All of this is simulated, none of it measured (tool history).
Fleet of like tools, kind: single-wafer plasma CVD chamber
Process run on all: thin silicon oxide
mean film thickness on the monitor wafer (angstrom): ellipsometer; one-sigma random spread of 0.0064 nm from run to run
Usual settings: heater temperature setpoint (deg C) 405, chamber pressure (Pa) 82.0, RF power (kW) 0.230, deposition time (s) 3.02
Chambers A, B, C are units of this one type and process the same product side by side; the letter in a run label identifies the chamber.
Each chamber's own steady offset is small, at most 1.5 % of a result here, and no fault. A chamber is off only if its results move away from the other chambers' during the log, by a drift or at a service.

run   hour  heater temperature setpoint (deg C)  chamber pressure (Pa)  RF power (kW)  deposition time (s)  hours since the last thermocouple change  hours since the last RF generator calibration  hours since the last manometer calibration  read-back reference wafer on the same gauge, thickness_nm  mean film thickness on the monitor wafer (angstrom)
       4.5  -- chamber C: capacitance manometer re-zeroed and calibrated
 1C   10.1                                  405                   82.0          0.230                 3.02                                    2137.6                                          156.8                                         5.7                                                     3.2379                                               37.939
 2A   19.5                                  405                   82.0          0.230                 3.02                                    1348.1                                          589.7                                      1459.1                                                     3.2380                                               37.726
 3B   25.5                                  405                   82.0          0.230                 3.02                                      58.8                                         1416.6                                       985.0                                                     3.2377                                               37.610
 4B   33.4                                  405                   82.0          0.230                 3.02                                      66.7                                         1424.5                                       992.9                                                     3.2395                                               37.576
 5C   43.4                                  405                   82.0          0.230                 3.02                                    2170.9                                          190.1                                        39.0                                                     3.2377                                               37.926
 6A   49.0                                  405                   82.0          0.210                 3.02                                    1377.6                                          619.2                                      1488.6                                                     3.2354                                               36.131
 7A   54.7                                  405                   82.0          0.210                 3.02                                    1383.3                                          624.9                                      1494.3                                                     3.2354                                               36.054
 8B   64.2                                  405                   82.0          0.210                 3.02                                      97.5                                         1455.3                                      1023.7                                                     3.2350                                               35.939
 9C   69.0                                  405                   75.6          0.230                 3.02                                    2196.5                                          215.7                                        64.6                                                     3.2333                                               34.784
10A   75.1                                  405                   75.6          0.230                 3.02                                    1403.7                                          645.3                                      1514.7                                                     3.2337                                               34.308
11C   80.6                                  405                   75.6          0.230                 3.02                                    2208.1                                          227.3                                        76.2                                                     3.2331                                               34.865
12B   90.5                                  405                   82.0          0.230                 3.02                                     123.8                                         1481.6                                      1050.0                                                     3.2326                                               37.472
13B   98.8                                  405                   82.0          0.230                 3.02                                     132.1                                         1489.9                                      1058.3                                                     3.2325                                               37.488
14C  106.4                                  405                   82.0          0.230                 3.02                                    2233.9                                          253.1                                       102.0                                                     3.2320                                               37.936
15A  115.7                                  405                   82.0          0.230                 3.02                                    1444.3                                          685.9                                      1555.3                                                     3.2309                                               37.559
16A  122.2                                  413                   82.0          0.215                 3.02                                    1450.8                                          692.4                                      1561.8                                                     3.2290                                               36.121
17B  130.1                                  413                   82.0          0.215                 3.02                                     163.4                                         1521.2                                      1089.6                                                     3.2302                                               36.095
18C  135.6                                  413                   82.0          0.215                 3.02                                    2263.1                                          282.3                                       131.2                                                     3.2296                                               36.568
     143.0  -- chamber C: thermocouple changed; heater temperature recalibrated
19B  143.8                                  405                   82.0          0.230                 3.02                                     177.1                                         1534.9                                      1103.3                                                     3.2287                                               37.387
20C  149.4                                  405                   82.0          0.230                 3.02                                       6.5                                          296.1                                       145.0                                                     3.2272                                               37.731
21A  158.5                                  405                   82.0          0.250                 3.35                                    1487.1                                          728.7                                      1598.1                                                     3.2267                                               43.232
22B  165.4                                  405                   82.0          0.250                 3.35                                     198.7                                         1556.5                                      1124.9                                                     3.2268                                               43.103
     165.5  -- chamber B: capacitance manometer re-zeroed and calibrated
23C  174.3                                  405                   82.0          0.250                 3.35                                      31.4                                          321.0                                       169.9                                                     3.2245                                               43.676
24A  180.3                                  405                   82.0          0.195                 3.02                                    1508.9                                          750.5                                      1619.9                                                     3.2259                                               34.619
25C  187.1                                  405                   82.0          0.195                 3.02                                      44.2                                          333.8                                       182.7                                                     3.2262                                               34.877
26A  195.1                                  405                   82.0          0.195                 3.02                                    1523.7                                          765.3                                      1634.7                                                     3.2249                                               34.592
27B  200.5                                  405                   82.0          0.230                 3.02                                     233.8                                         1591.6                                        35.1                                                     3.2245                                               37.310
28C  206.5                                  405                   82.0          0.230                 3.02                                      63.6                                          353.2                                       202.1                                                     3.2237                                               37.836
29B  215.2                                  405                   82.0          0.210                 3.02                                     248.5                                         1606.3                                        49.8                                                     3.2238                                               35.839
30A  222.7                                  405                   82.0          0.210                 3.02                                    1551.3                                          792.9                                      1662.3                                                     3.2226                                               35.935
31B  229.8                                  405                   82.0          0.210                 3.02                                     263.1                                         1620.9                                        64.4                                                     3.2208                                               35.785
32A  239.8                                  405                   82.0          0.230                 3.02                                    1568.4                                          810.0                                      1679.4                                                     3.2213                                               37.491
33C  247.8                                  405                   82.0          0.230                 3.02                                     104.9                                          394.5                                       243.4                                                     3.2197                                               37.802
     252.0  -- chamber B: RF generator calibrated
34A  256.7                                  405                   82.0          0.230                 3.02                                    1585.3                                          826.9                                      1696.3                                                     3.2196                                               37.436
35B  266.5                                  405                   82.0          0.230                 3.02                                     299.8                                           14.5                                       101.1                                                     3.2176                                               37.392
36C  272.6                                  405                   82.0          0.230                 3.02                                     129.7                                          419.3                                       268.2                                                     3.2169                                               37.646

Each of the 3 chambers runs these same settings next. Fill in every chamber's results:
37A  280.1                                  405                   82.0          0.230                 3.02                                                                                                                                                                                                                                                    ?
37B  280.1                                  405                   82.0          0.230                 3.02                                                                                                                                                                                                                                                    ?
37C  280.1                                  405                   82.0          0.230                 3.02                                                                                                                                                                                                                                                    ?

run  mean film thickness on the monitor wafer (angstrom)
37A                                               37.391
37B                                               37.419
37C                                               37.779
